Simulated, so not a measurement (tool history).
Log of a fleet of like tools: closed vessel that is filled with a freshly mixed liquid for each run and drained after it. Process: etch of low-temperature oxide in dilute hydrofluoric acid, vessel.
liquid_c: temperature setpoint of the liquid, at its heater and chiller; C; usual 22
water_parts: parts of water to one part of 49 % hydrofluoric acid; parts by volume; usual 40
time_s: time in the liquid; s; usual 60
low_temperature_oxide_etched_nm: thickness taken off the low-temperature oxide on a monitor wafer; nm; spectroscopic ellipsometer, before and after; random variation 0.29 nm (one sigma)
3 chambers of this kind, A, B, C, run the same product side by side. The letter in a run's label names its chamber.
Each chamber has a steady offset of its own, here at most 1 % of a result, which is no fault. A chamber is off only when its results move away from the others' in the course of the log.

run,day,liquid_c,water_parts,time_s,hours since the thermometer was replaced,hours since the hydrofluoric acid flow meter was replaced,"read-back film thickness of the low-temperature oxide reference wafer, read on the same gauge (nm)",low_temperature_oxide_etched_nm
1C,0.596,22,40,60,352,159.6,29.989,47.76
2B,1.058,22,40,60,1910.3,1249.9,30.021,47.344
3A,1.404,22,40,60,174.9,394.8,30.024,46.159
4A,1.867,22,40,60,186,405.9,29.975,46.915
5B,2.229,22,40,60,1938.4,1278,29.992,47.028
6C,2.592,22,40,60,399.9,207.5,30.009,47.933
7A,3.121,22,40,60,216.1,436,29.995,47.256
8B,3.612,22,40,60,1971.6,1311.2,30.003,46.935
9C,4.067,22,40,60,435.3,242.9,30.009,47.965
10C,4.483,26.5,60,60,445.3,252.9,29.997,37.237
11A,4.996,26.5,60,60,261.1,481,30.041,36.545
12B,5.504,26.5,60,60,2017,1356.6,30.014,36.651
13C,5.917,22,40,60,479.7,287.3,29.961,47.425
14B,6.275,22,40,60,2035.5,1375.1,30.012,46.845
15A,6.771,22,40,60,303.7,523.6,29.978,47.071
16B,7.062,22,40,60,2054.4,1394,29.928,46.687
17C,7.375,22,25,60,514.7,322.3,30.047,77.376
18A,7.708,22,25,60,326.2,546.1,30.018,76.304
19B,8.058,22,25,60,2078.3,1417.9,30.011,76.335
20C,8.517,17,40,40,542.1,349.7,29.999,25.63

What goes on in this fleet: one chamber off, a drifting gauge, or nothing beyond the chambers' own small offsets? Name the chamber and the cause, if any.

No chamber stands off beyond its own small offset, and the gauge holds steady.
